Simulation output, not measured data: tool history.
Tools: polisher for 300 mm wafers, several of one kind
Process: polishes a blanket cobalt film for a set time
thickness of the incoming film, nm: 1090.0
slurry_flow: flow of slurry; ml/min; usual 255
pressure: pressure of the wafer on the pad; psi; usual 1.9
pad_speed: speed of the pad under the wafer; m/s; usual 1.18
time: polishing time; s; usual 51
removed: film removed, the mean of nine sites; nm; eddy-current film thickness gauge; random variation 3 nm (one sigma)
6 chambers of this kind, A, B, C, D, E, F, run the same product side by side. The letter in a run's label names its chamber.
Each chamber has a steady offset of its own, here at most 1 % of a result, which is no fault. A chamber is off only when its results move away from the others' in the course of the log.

run	hour	slurry_flow	pressure	pad_speed	time	wafers polished on this pad	hours since the slurry nozzle was cleaned	hours since the head pressure was calibrated	removed
1C	8.1	255	1.9	1.18	51	334	147.0	1134.9	280.98
# hour 8.7: chamber B: slurry nozzle cleaned
# hour 11.7: chamber A: worn pad replaced by a new one
# hour 13.2: chamber D: worn pad replaced by a new one
2E	16.1	255	1.9	1.18	51	1156	196.4	147.2	280.19
# hour 20.0: chamber D: slurry nozzle cleaned
3B	22.1	255	1.9	1.18	51	304	13.4	1159.8	281.80
# hour 26.7: chamber E: worn pad replaced by a new one
# hour 28.4: chamber C: worn pad replaced by a new one
4F	29.7	255	1.9	1.18	51	525	397.6	391.3	278.20
5D	36.6	255	1.9	1.18	51	296	16.7	716.4	276.54
6A	41.2	255	1.9	1.18	51	373	128.1	58.0	277.34
# hour 45.2: chamber B: head pressure recalibrated
7E	47.6	255	1.9	1.18	51	265	227.9	178.7	280.60
8A	53.6	255	1.9	1.18	51	530	140.5	70.4	281.88
9D	59.2	255	1.9	1.18	51	582	39.3	739.0	275.76
10C	64.0	255	1.9	1.18	51	451	202.9	1190.8	284.23
11F	68.5	255	1.9	1.18	51	1016	436.4	430.1	279.54
# hour 70.0: chamber B: worn pad replaced by a new one
12B	73.8	255	1.9	1.18	51	48	65.1	28.7	277.26
# hour 75.4: chamber F: worn pad replaced by a new one
13B	78.6	255	1.9	1.18	51	109	69.9	33.5	278.94
# hour 80.2: chamber C: worn pad replaced by a new one
# hour 81.6: chamber E: slurry nozzle cleaned
14A	83.1	255	1.9	1.18	51	903	170.0	99.9	282.16
15F	90.2	285	1.9	1.18	51	187	458.1	451.8	281.59
# hour 94.4: chamber D: worn pad replaced by a new one
16E	96.0	285	1.9	1.18	51	877	14.4	227.1	287.48
# hour 96.4: chamber A: worn pad replaced by a new one
# hour 99.1: chamber C: head pressure recalibrated
17D	100.2	285	1.9	1.18	51	74	80.3	780.0	282.92
18C	108.8	285	1.9	1.18	51	362	247.7	9.7	264.14
19E	112.8	285	1.9	1.18	51	1089	31.2	243.9	278.20
20B	120.3	285	1.9	1.18	51	636	111.6	75.2	282.05
# hour 125.4: chamber C: worn pad replaced by a new one
21D	127.1	255	1.9	1.18	58	414	107.2	806.9	318.34
# hour 132.9: chamber E: worn pad replaced by a new one
22A	133.6	255	1.9	1.18	58	471	220.5	150.4	315.39
# hour 138.4: chamber B: worn pad replaced by a new one
23C	140.5	255	1.9	1.18	58	191	279.4	41.4	306.15
24F	144.8	255	1.9	1.18	58	878	512.7	506.4	321.35
25E	150.7	255	1.9	1.18	58	225	69.1	281.8	318.34
26C	155.7	255	1.9	1.18	58	383	294.6	56.6	304.46
27B	162.4	255	2.4	0.78	51	303	153.7	117.3	234.06
# hour 168.0: chamber A: worn pad replaced by a new one
28F	168.2	255	2.4	0.78	51	1174	536.1	529.8	235.51
# hour 169.9: chamber F: worn pad replaced by a new one
# hour 172.5: chamber C: worn pad replaced by a new one
29A	173.0	255	2.4	0.78	51	63	259.9	189.8	236.78
30D	176.8	255	2.4	0.78	51	1043	156.9	856.6	229.65
31B	182.7	255	2.4	0.78	51	560	174.0	137.6	234.11
# hour 185.5: chamber D: worn pad replaced by a new one
32D	189.6	255	2.4	0.78	51	52	169.7	869.4	230.87
33E	195.3	255	1.9	1.18	51	789	113.7	326.4	280.87
34C	202.6	255	1.9	1.18	51	381	341.5	103.5	260.51
35A	210.9	255	1.9	1.18	51	542	297.8	227.7	283.33
36F	215.5	255	1.9	1.18	51	576	583.4	577.1	276.60
37F	222.0	255	1.9	1.18	51	659	589.9	583.6	278.05
# hour 226.6: chamber E: worn pad replaced by a new one
38A	229.2	255	1.9	1.18	51	774	316.1	246.0	284.73
39E	233.1	180	1.9	1.56	51	83	151.5	364.2	362.02

Is one chamber off against the others, does the gauge drift, or is nothing wrong? If a chamber is off, say which, and what the likeliest cause is.

A service left chamber C off against the others.
Cause: head's pressure below its setpoint, % = 6.

Here are 4 candidates for chamber C's next run, each the usual settings with a change, their results left as question marks. Which one brings its results back in line with what the others give on the usual settings?
In line means no further than this from the other chambers' mean on the usual settings: removed 10.00 nm
40C-1	239.3	255	1.9	1.14	50				?
40C-2	239.3	255	2.0	1.18	51				?
40C-3	239.3	255	1.8	1.14	49				?
40C-4	239.3	255	2.0	1.22	53				?

The other chambers' mean on the usual settings: removed 279.95 nm
run	removed
40C-1	252.71
40C-2	280.60
40C-3	234.82
40C-4	301.45
40C-2 brings the chamber back in line.

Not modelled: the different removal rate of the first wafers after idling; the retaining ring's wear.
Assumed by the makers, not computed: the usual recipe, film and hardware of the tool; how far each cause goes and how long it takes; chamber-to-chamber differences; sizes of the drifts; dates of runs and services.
